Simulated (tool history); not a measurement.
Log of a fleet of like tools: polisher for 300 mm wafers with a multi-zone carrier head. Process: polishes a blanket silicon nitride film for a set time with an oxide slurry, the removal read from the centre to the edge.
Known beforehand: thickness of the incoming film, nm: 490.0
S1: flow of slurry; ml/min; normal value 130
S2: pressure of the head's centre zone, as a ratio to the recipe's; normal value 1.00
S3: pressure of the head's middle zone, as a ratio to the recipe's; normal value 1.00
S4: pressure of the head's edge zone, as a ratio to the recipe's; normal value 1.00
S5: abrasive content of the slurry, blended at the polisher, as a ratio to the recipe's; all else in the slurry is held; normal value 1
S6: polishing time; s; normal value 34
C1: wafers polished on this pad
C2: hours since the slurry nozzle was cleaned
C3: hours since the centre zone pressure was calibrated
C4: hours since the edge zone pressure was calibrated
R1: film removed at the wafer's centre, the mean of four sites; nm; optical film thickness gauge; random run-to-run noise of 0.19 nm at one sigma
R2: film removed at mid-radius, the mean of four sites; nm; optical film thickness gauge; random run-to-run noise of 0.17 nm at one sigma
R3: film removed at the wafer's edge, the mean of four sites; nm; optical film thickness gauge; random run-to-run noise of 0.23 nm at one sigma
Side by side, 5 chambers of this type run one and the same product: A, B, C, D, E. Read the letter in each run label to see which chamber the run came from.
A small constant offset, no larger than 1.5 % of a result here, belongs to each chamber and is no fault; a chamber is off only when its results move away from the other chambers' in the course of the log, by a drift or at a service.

{"run": "1C", "hour": 2.4, "S1": 130, "S2": 1.0, "S3": 1.0, "S4": 1.0, "S5": 1, "S6": 34, "C1": 215, "C2": 531.0, "C3": 24.9, "C4": 240.5, "R1": 16.08, "R2": 16.195, "R3": 15.803}
{"hour": 3.6, "done": "chamber A: slurry nozzle cleaned"}
{"hour": 5.0, "done": "chamber A: worn pad replaced by a new one"}
{"run": "2B", "hour": 5.4, "S1": 130, "S2": 1.0, "S3": 1.0, "S4": 1.0, "S5": 1, "S6": 34, "C1": 719, "C2": 161.9, "C3": 717.5, "C4": 713.5, "R1": 15.654, "R2": 15.635, "R3": 16.286}
{"run": "3A", "hour": 9.7, "S1": 130, "S2": 1.0, "S3": 1.0, "S4": 1.0, "S5": 1, "S6": 34, "C1": 55, "C2": 6.2, "C3": 149.3, "C4": 381.3, "R1": 15.823, "R2": 15.572, "R3": 15.806}
{"run": "4D", "hour": 13.6, "S1": 130, "S2": 1.0, "S3": 1.0, "S4": 1.0, "S5": 1, "S6": 34, "C1": 295, "C2": 271.8, "C3": 353.6, "C4": 223.5, "R1": 16.039, "R2": 15.705, "R3": 15.735}
{"run": "5E", "hour": 17.4, "S1": 130, "S2": 1.0, "S3": 1.0, "S4": 1.0, "S5": 1, "S6": 34, "C1": 228, "C2": 137.5, "C3": 178.9, "C4": 300.2, "R1": 15.682, "R2": 15.521, "R3": 16.029}
{"run": "6A", "hour": 20.8, "S1": 130, "S2": 1.0, "S3": 1.0, "S4": 1.0, "S5": 1, "S6": 34, "C1": 187, "C2": 17.3, "C3": 160.4, "C4": 392.4, "R1": 15.926, "R2": 15.616, "R3": 16.186}
{"hour": 24.2, "done": "chamber B: worn pad replaced by a new one"}
{"run": "7B", "hour": 24.8, "S1": 130, "S2": 0.93, "S3": 1.0, "S4": 0.95, "S5": 1, "S6": 34, "C1": 8, "C2": 181.3, "C3": 736.9, "C4": 732.9, "R1": 14.668, "R2": 15.819, "R3": 15.214}
{"run": "8E", "hour": 27.1, "S1": 130, "S2": 0.93, "S3": 1.0, "S4": 0.95, "S5": 1, "S6": 34, "C1": 343, "C2": 147.2, "C3": 188.6, "C4": 309.9, "R1": 14.25, "R2": 15.673, "R3": 15.639}
{"run": "9D", "hour": 31.2, "S1": 130, "S2": 0.93, "S3": 1.0, "S4": 0.95, "S5": 1, "S6": 34, "C1": 504, "C2": 289.4, "C3": 371.2, "C4": 241.1, "R1": 14.699, "R2": 15.78, "R3": 15.207}
{"run": "10C", "hour": 34.8, "S1": 130, "S2": 0.93, "S3": 1.0, "S4": 0.95, "S5": 1, "S6": 34, "C1": 598, "C2": 563.4, "C3": 57.3, "C4": 272.9, "R1": 14.873, "R2": 15.8, "R3": 15.385}
{"run": "11A", "hour": 38.0, "S1": 130, "S2": 0.93, "S3": 1.0, "S4": 0.95, "S5": 1, "S6": 34, "C1": 390, "C2": 34.5, "C3": 177.6, "C4": 409.6, "R1": 14.92, "R2": 15.627, "R3": 15.126}
{"run": "12D", "hour": 41.5, "S1": 130, "S2": 1.0, "S3": 1.0, "S4": 1.0, "S5": 1, "S6": 34, "C1": 625, "C2": 299.7, "C3": 381.5, "C4": 251.4, "R1": 16.05, "R2": 15.647, "R3": 15.419}
{"hour": 44.6, "done": "chamber A: worn pad replaced by a new one"}
{"run": "13B", "hour": 44.7, "S1": 130, "S2": 1.0, "S3": 1.0, "S4": 1.06, "S5": 1, "S6": 34, "C1": 243, "C2": 201.2, "C3": 756.8, "C4": 752.8, "R1": 15.791, "R2": 16.028, "R3": 16.251}
{"run": "14E", "hour": 48.1, "S1": 130, "S2": 1.0, "S3": 1.0, "S4": 1.06, "S5": 1, "S6": 34, "C1": 592, "C2": 168.2, "C3": 209.6, "C4": 330.9, "R1": 15.694, "R2": 15.737, "R3": 16.547}
{"hour": 48.8, "done": "chamber C: worn pad replaced by a new one"}
{"run": "15C", "hour": 52.3, "S1": 130, "S2": 1.0, "S3": 1.0, "S4": 1.06, "S5": 1, "S6": 34, "C1": 41, "C2": 580.9, "C3": 74.8, "C4": 290.4, "R1": 15.982, "R2": 15.724, "R3": 16.737}
{"run": "16B", "hour": 55.5, "S1": 130, "S2": 1.0, "S3": 1.0, "S4": 1.06, "S5": 1, "S6": 34, "C1": 371, "C2": 212.0, "C3": 767.6, "C4": 763.6, "R1": 15.587, "R2": 16.044, "R3": 16.032}
{"run": "17E", "hour": 57.7, "S1": 130, "S2": 1.0, "S3": 1.0, "S4": 1.06, "S5": 1, "S6": 34, "C1": 705, "C2": 177.8, "C3": 219.2, "C4": 340.5, "R1": 15.65, "R2": 15.659, "R3": 16.21}
{"run": "18A", "hour": 60.7, "S1": 130, "S2": 1.0, "S3": 1.0, "S4": 1.0, "S5": 1, "S6": 34, "C1": 191, "C2": 57.2, "C3": 200.3, "C4": 432.3, "R1": 15.968, "R2": 15.505, "R3": 15.642}
{"run": "19C", "hour": 64.5, "S1": 130, "S2": 0.96, "S3": 1.06, "S4": 1.0, "S5": 1, "S6": 34, "C1": 186, "C2": 593.1, "C3": 87.0, "C4": 302.6, "R1": 15.401, "R2": 16.84, "R3": 15.86}
{"run": "20D", "hour": 68.7, "S1": 130, "S2": 0.96, "S3": 1.06, "S4": 1.0, "S5": 1, "S6": 34, "C1": 947, "C2": 326.9, "C3": 408.7, "C4": 278.6, "R1": 14.93, "R2": 16.431, "R3": 15.595}
{"run": "21E", "hour": 72.8, "S1": 130, "S2": 0.96, "S3": 1.06, "S4": 1.0, "S5": 1, "S6": 34, "C1": 884, "C2": 192.9, "C3": 234.3, "C4": 355.6, "R1": 14.9, "R2": 16.571, "R3": 16.182}
{"run": "22D", "hour": 76.2, "S1": 130, "S2": 0.96, "S3": 1.06, "S4": 1.0, "S5": 1, "S6": 34, "C1": 1036, "C2": 334.4, "C3": 416.2, "C4": 286.1, "R1": 14.824, "R2": 16.251, "R3": 15.107}
{"run": "23C", "hour": 78.7, "S1": 130, "S2": 0.96, "S3": 1.06, "S4": 1.0, "S5": 1, "S6": 34, "C1": 354, "C2": 607.3, "C3": 101.2, "C4": 316.8, "R1": 15.382, "R2": 16.932, "R3": 16.101}
{"run": "24A", "hour": 82.2, "S1": 130, "S2": 1.0, "S3": 1.0, "S4": 1.0, "S5": 1, "S6": 34, "C1": 445, "C2": 78.7, "C3": 221.8, "C4": 453.8, "R1": 15.783, "R2": 15.789, "R3": 15.781}
{"run": "25B", "hour": 86.8, "S1": 130, "S2": 1.0, "S3": 1.0, "S4": 1.0, "S5": 1, "S6": 34, "C1": 741, "C2": 243.3, "C3": 798.9, "C4": 794.9, "R1": 15.875, "R2": 15.823, "R3": 15.926}
{"run": "26A", "hour": 89.1, "S1": 130, "S2": 1.0, "S3": 1.0, "S4": 1.0, "S5": 1, "S6": 34, "C1": 527, "C2": 85.6, "C3": 228.7, "C4": 460.7, "R1": 15.82, "R2": 15.74, "R3": 15.919}
{"hour": 90.9, "done": "chamber A: worn pad replaced by a new one"}
{"run": "27B", "hour": 92.4, "S1": 130, "S2": 1.0, "S3": 1.0, "S4": 1.0, "S5": 1, "S6": 34, "C1": 807, "C2": 248.9, "C3": 804.5, "C4": 800.5, "R1": 16.081, "R2": 15.764, "R3": 16.091}
{"hour": 96.1, "done": "chamber E: worn pad replaced by a new one"}
{"run": "28C", "hour": 96.8, "S1": 130, "S2": 1.0, "S3": 1.0, "S4": 0.89, "S5": 1, "S6": 34, "C1": 568, "C2": 625.4, "C3": 119.3, "C4": 334.9, "R1": 15.916, "R2": 16.068, "R3": 15.103}
{"hour": 98.9, "done": "chamber C: worn pad replaced by a new one"}
{"run": "29D", "hour": 98.9, "S1": 130, "S2": 1.0, "S3": 1.0, "S4": 0.89, "S5": 1, "S6": 34, "C1": 1304, "C2": 357.1, "C3": 438.9, "C4": 308.8, "R1": 15.156, "R2": 15.051, "R3": 13.645}
{"run": "30E", "hour": 102.0, "S1": 130, "S2": 1.0, "S3": 1.0, "S4": 0.89, "S5": 1, "S6": 34, "C1": 70, "C2": 222.1, "C3": 263.5, "C4": 384.8, "R1": 15.523, "R2": 15.51, "R3": 15.272}
{"hour": 104.0, "done": "chamber B: worn pad replaced by a new one"}
{"run": "31A", "hour": 104.9, "S1": 130, "S2": 1.0, "S3": 1.0, "S4": 0.89, "S5": 1, "S6": 34, "C1": 166, "C2": 101.4, "C3": 244.5, "C4": 476.5, "R1": 16.153, "R2": 15.848, "R3": 14.829}
{"run": "32C", "hour": 107.5, "S1": 130, "S2": 1.0, "S3": 1.0, "S4": 0.89, "S5": 1, "S6": 34, "C1": 102, "C2": 636.1, "C3": 130.0, "C4": 345.6, "R1": 15.516, "R2": 15.824, "R3": 15.076}
{"run": "33B", "hour": 110.5, "S1": 130, "S2": 1.0, "S3": 1.0, "S4": 1.0, "S5": 1, "S6": 34, "C1": 77, "C2": 267.0, "C3": 822.6, "C4": 818.6, "R1": 15.913, "R2": 15.681, "R3": 15.934}
{"run": "34D", "hour": 114.6, "S1": 130, "S2": 1.0, "S3": 1.0, "S4": 1.0, "S5": 1, "S6": 34, "C1": 1490, "C2": 372.8, "C3": 454.6, "C4": 324.5, "R1": 14.657, "R2": 14.63, "R3": 14.294}
{"run": "35E", "hour": 116.9, "S1": 130, "S2": 1.0, "S3": 1.0, "S4": 1.0, "S5": 1, "S6": 34, "C1": 247, "C2": 237.0, "C3": 278.4, "C4": 399.7, "R1": 15.494, "R2": 15.898, "R3": 16.168}
{"run": "36E", "hour": 119.4, "S1": 100, "S2": 0.95, "S3": 1.0, "S4": 1.0, "S5": 1, "S6": 34, "C1": 276, "C2": 239.5, "C3": 280.9, "C4": 402.2, "R1": 13.776, "R2": 14.791, "R3": 15.128}
{"run": "37D", "hour": 122.0, "S1": 100, "S2": 0.95, "S3": 1.0, "S4": 1.0, "S5": 1, "S6": 34, "C1": 1578, "C2": 380.2, "C3": 462.0, "C4": 331.9, "R1": 12.752, "R2": 13.531, "R3": 13.733}
{"run": "38C", "hour": 124.4, "S1": 100, "S2": 0.95, "S3": 1.0, "S4": 1.0, "S5": 1, "S6": 34, "C1": 302, "C2": 653.0, "C3": 146.9, "C4": 362.5, "R1": 13.958, "R2": 14.835, "R3": 15.019}

For the next run the whole fleet of 5 chambers uses the same settings. Give each chamber's results:
{"run": "39A", "hour": 127.7, "S1": 130, "S2": 1.04, "S3": 1.0, "S4": 1.0, "S5": 1, "S6": 34, "R1": "?", "R2": "?", "R3": "?"}
{"run": "39B", "hour": 127.7, "S1": 130, "S2": 1.04, "S3": 1.0, "S4": 1.0, "S5": 1, "S6": 34, "R1": "?", "R2": "?", "R3": "?"}
{"run": "39C", "hour": 127.7, "S1": 130, "S2": 1.04, "S3": 1.0, "S4": 1.0, "S5": 1, "S6": 34, "R1": "?", "R2": "?", "R3": "?"}
{"run": "39D", "hour": 127.7, "S1": 130, "S2": 1.04, "S3": 1.0, "S4": 1.0, "S5": 1, "S6": 34, "R1": "?", "R2": "?", "R3": "?"}
{"run": "39E", "hour": 127.7, "S1": 130, "S2": 1.04, "S3": 1.0, "S4": 1.0, "S5": 1, "S6": 34, "R1": "?", "R2": "?", "R3": "?"}

run=39A R1=16.644 R2=15.593 R3=16.023
run=39B R1=16.651 R2=16.022 R3=15.392
run=39C R1=16.494 R2=15.927 R3=15.805
run=39D R1=15.067 R2=14.541 R3=14.065
run=39E R1=16.330 R2=15.299 R3=16.033

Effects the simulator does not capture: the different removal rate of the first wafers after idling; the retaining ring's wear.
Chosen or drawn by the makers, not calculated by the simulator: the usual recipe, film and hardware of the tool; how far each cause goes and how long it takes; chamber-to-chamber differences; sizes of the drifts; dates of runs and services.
